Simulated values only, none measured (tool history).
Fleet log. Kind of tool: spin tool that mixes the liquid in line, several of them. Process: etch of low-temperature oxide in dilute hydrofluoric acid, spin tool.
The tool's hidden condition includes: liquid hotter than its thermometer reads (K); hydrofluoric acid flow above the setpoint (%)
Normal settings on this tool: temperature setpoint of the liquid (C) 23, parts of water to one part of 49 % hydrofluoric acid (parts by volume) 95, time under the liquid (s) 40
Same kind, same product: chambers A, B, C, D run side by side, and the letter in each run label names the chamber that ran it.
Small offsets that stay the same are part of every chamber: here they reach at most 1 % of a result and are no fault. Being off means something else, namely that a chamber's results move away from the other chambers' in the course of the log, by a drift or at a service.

run   hour  temperature setpoint of the liquid (C)  parts of water to one part of 49 % hydrofluoric acid (parts by volume)  time under the liquid (s)  hours since the thermometer was replaced  hours since the hydrofluoric acid flow meter was replaced  read-back film thickness of the low-temperature oxide reference wafer, read on the same gauge (nm)  thickness taken off the low-temperature oxide on a monitor wafer (nm)
 1C    5.6                                      23                                                                      95                         40                                     401.1                                                       31.9                                                                                              50.023                                                                 14.236
 2D   10.8                                      23                                                                      95                         40                                     909.3                                                      698.6                                                                                              49.999                                                                 14.071
 3B   14.8                                      23                                                                      95                         40                                     451.7                                                      355.6                                                                                              49.986                                                                 14.137
 4A   20.1                                      23                                                                      95                         40                                     825.2                                                     1499.4                                                                                              50.009                                                                 14.439
 5B   23.9                                      23                                                                      95                         40                                     460.8                                                      364.7                                                                                              50.000                                                                 13.909
 6A   27.5                                      23                                                                      95                         40                                     832.6                                                     1506.8                                                                                              49.961                                                                 14.278
 7C   34.1                                      23                                                                      95                         40                                     429.6                                                       60.4                                                                                              49.992                                                                 14.217
 8D   39.9                                      23                                                                      95                         40                                     938.4                                                      727.7                                                                                              49.957                                                                 14.274
 9A   46.2                                      23                                                                      95                         40                                     851.3                                                     1525.5                                                                                              50.008                                                                 14.109
10B   50.0                                      23                                                                      95                         40                                     486.9                                                      390.8                                                                                              49.997                                                                 14.020
11D   53.3                                      23                                                                      95                         40                                     951.8                                                      741.1                                                                                              49.993                                                                 14.095
12C   57.9                                      23                                                                      95                         40                                     453.4                                                       84.2                                                                                              49.969                                                                 14.312
13C   62.6                                      23                                                                      95                         40                                     458.1                                                       88.9                                                                                              49.979                                                                 14.242
14D   68.1                                      23                                                                      55                         40                                     966.6                                                      755.9                                                                                              49.986                                                                 25.699
15B   72.1                                      23                                                                      55                         40                                     509.0                                                      412.9                                                                                              49.996                                                                 25.476
16A   78.0                                      23                                                                      55                         40                                     883.1                                                     1557.3                                                                                              49.965                                                                 25.771
17C   82.0                                      23                                                                      55                         40                                     477.5                                                      108.3                                                                                              49.994                                                                 25.929
18A   86.4                                      23                                                                      95                         40                                     891.5                                                     1565.7                                                                                              50.037                                                                 14.104
19B   92.0                                      23                                                                      95                         40                                     528.9                                                      432.8                                                                                              50.027                                                                 14.034
20D   95.4                                      23                                                                      95                         40                                     993.9                                                      783.2                                                                                              50.038                                                                 14.745
21C  102.0                                      23                                                                      95                         40                                     497.5                                                      128.3                                                                                              49.997                                                                 14.382
22B  107.3                                      23                                                                      95                         40                                     544.2                                                      448.1                                                                                              49.984                                                                 14.310
23D  113.4                                      23                                                                      95                         40                                    1011.9                                                      801.2                                                                                              50.045                                                                 14.901
24A  117.0                                      23                                                                      95                         40                                     922.1                                                     1596.3                                                                                              50.017                                                                 14.144
25A  121.8                                      23                                                                      95                         40                                     926.9                                                     1601.1                                                                                              50.008                                                                 14.077
26D  128.5                                      23                                                                      95                         40                                    1027.0                                                      816.3                                                                                              49.990                                                                 15.569
27B  134.6                                      23                                                                     125                         65                                     571.5                                                      475.4                                                                                              49.982                                                                 16.976
28C  141.3                                      23                                                                     125                         65                                     536.8                                                      167.6                                                                                              49.967                                                                 16.713
29B  146.3                                      23                                                                     125                         65                                     583.2                                                      487.1                                                                                              50.017                                                                 16.588
30D  151.3                                      23                                                                     125                         65                                    1049.8                                                      839.1                                                                                              50.007                                                                 18.866
31A  156.0                                      23                                                                      95                         40                                     961.1                                                     1635.3                                                                                              49.972                                                                 14.452

Decide between three cases: one chamber stands off from its peers, the gauge reading all wafers drifts, or nothing is wrong past each chamber's small offset. Where a chamber is off, say which and what most likely put it there.

Chamber D drifts away from the others.
Cause: hydrofluoric acid flow above the setpoint (%) = 10.5.
From this log alone, it may not be told apart from: liquid hotter than its thermometer reads (K).

Here are 4 candidates for chamber D's next run, each the usual settings with a change, their results left as question marks. Which one brings its results back in line with what the others give on the usual settings?
Counts as in line when no further than this from what the other chambers average on the usual settings: thickness taken off the low-temperature oxide on a monitor wafer (nm) 0.390
32D-1  160.9                                    26.0                                                                      95                         40                                                                                                                                                                                                                                                                               ?
32D-2  160.9                                    22.5                                                                     100                         35                                                                                                                                                                                                                                                                               ?
32D-3  160.9                                    20.5                                                                      95                         40                                                                                                                                                                                                                                                                               ?
32D-4  160.9                                    23.5                                                                      80                         40                                                                                                                                                                                                                                                                               ?

Average result of the remaining chambers running the usual settings: thickness taken off the low-temperature oxide on a monitor wafer (nm) 14.203
  run  thickness taken off the low-temperature oxide on a monitor wafer (nm)
32D-1                                                                 17.857
32D-2                                                                 12.862
32D-3                                                                 14.342
32D-4                                                                 19.512
32D-3 brings the chamber back in line.

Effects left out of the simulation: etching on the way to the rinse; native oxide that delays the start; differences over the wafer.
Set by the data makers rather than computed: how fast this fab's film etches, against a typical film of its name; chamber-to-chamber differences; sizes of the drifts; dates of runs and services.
